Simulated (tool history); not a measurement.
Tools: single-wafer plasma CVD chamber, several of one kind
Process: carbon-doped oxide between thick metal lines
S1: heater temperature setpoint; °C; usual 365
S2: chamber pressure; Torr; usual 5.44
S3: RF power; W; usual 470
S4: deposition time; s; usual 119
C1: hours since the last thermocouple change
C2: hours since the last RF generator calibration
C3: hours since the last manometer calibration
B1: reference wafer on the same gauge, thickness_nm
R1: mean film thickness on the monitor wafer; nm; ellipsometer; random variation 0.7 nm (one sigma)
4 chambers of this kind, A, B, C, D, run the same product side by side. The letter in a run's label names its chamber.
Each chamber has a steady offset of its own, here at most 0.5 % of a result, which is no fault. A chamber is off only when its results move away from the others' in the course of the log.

run	hour	S1	S2	S3	S4	C1	C2	C3	B1	R1
# hour 5.8: chamber D: capacitance manometer re-zeroed and calibrated
1B	10.4	365	5.44	470	119	1826	673.7	1260	564.03	562.73
2A	21.5	365	5.44	470	119	1197.8	58.4	1013.6	564.07	567.16
3C	29.4	365	5.44	470	119	259.1	2109	125.8	564.27	567.16
4D	37.3	365	5.44	470	119	745.9	759.7	31.6	563.92	565.36
5D	46.9	365	5.44	470	119	755.5	769.3	41.2	564.31	564.11
6C	61.9	365	5.44	470	119	291.6	2141.5	158.3	564.33	566.33
7B	71.7	365	5.44	470	119	1887.3	735	1321.3	564.65	564.69
# hour 74.5: chamber A: thermocouple changed; heater temperature recalibrated
8A	80	377	5.44	470	109	5.5	116.9	1072.1	564.57	506.49
9B	87.7	377	5.44	470	109	1903.3	751	1337.3	564.57	503.76
10C	97	377	5.44	470	109	326.7	2176.6	193.4	564.76	507.67
11A	111.7	377	5.44	470	109	37.2	148.6	1103.8	564.66	506.46
12D	123.9	365	5.44	470	119	832.5	846.3	118.2	564.69	564.91
13B	134	365	5.44	470	119	1949.6	797.3	1383.6	564.68	565.42
14D	141.9	365	4.3	430	119	850.5	864.3	136.2	564.82	511.45
15C	152	365	4.3	430	119	381.7	2231.6	248.4	564.88	514.74
# hour 153.5: chamber C: RF generator calibrated
16A	160.4	365	4.3	430	119	85.9	197.3	1152.5	565.05	514.67
17B	173.3	365	4.3	430	119	1988.9	836.6	1422.9	565.03	512.14
18D	180.6	365	5.44	470	119	889.2	903	174.9	564.99	564.88
19A	196	365	5.44	470	119	121.5	232.9	1188.1	565.1	566.48
20C	209.9	365	5.44	470	119	439.6	56.4	306.3	565.37	568.71
21A	219.9	365	5.44	470	119	145.4	256.8	1212	565.31	567.94
22B	231.6	365	5.44	470	119	2047.2	894.9	1481.2	565.37	565.78
23D	241.7	365	5.44	470	119	950.3	964.1	236	565.47	565.35
24C	249.3	365	5.44	470	119	479	95.8	345.7	565.46	566.37
25C	260.5	365	5.44	470	119	490.2	107	356.9	565.5	568.55
26D	271.9	365	6.32	430	119	980.5	994.3	266.2	565.63	539.41
27A	279.8	365	6.32	430	119	205.3	316.7	1271.9	565.58	543.9
28B	288.8	365	6.32	430	119	2104.4	952.1	1538.4	565.69	540.52
29B	300.6	365	6.32	430	119	2116.2	963.9	1550.2	565.7	541.12
# hour 309.2: chamber A: capacitance manometer re-zeroed and calibrated
30C	314.2	365	5.44	470	119	543.9	160.7	410.6	566.03	568.43
# hour 316.3: chamber B: capacitance manometer re-zeroed and calibrated
31D	327.9	365	5.44	470	119	1036.5	1050.3	322.2	565.97	565.48
32A	337.8	365	5.44	470	119	263.3	374.7	28.6	565.89	567.21
33C	350	365	5.9	470	119	579.7	196.5	446.4	566.04	574.79
34A	357.7	365	5.9	470	119	283.2	394.6	48.5	566.12	575
35D	369.6	365	5.9	470	119	1078.2	1092	363.9	566.22	571.99
36B	384.7	365	5.9	470	119	2200.3	1048	68.4	566.32	570.75
37D	396	365	5.44	470	119	1104.6	1118.4	390.3	566.26	567.78
38C	411	365	5.44	470	119	640.7	257.5	507.4	566.48	569.37
39A	426.2	365	5.9	470	135	351.7	463.1	117	566.42	651.81
40B	436.6	365	5.9	470	135	2252.2	1099.9	120.3	566.65	648.83
41A	445	365	5.9	470	135	370.5	481.9	135.8	566.7	651.84
42D	456.8	365	5.9	470	135	1165.4	1179.2	451.1	566.76	650.17
43B	466	365	5.44	470	119	2281.6	1129.3	149.7	566.55	565.67

What goes on in this fleet: one chamber off, a drifting gauge, or nothing beyond the chambers' own small offsets? Name the chamber and the cause, if any.

The gauge drifts, so all chambers seem to drift together. No chamber is off.
Cause: gauge reads high (%) = 0.506.

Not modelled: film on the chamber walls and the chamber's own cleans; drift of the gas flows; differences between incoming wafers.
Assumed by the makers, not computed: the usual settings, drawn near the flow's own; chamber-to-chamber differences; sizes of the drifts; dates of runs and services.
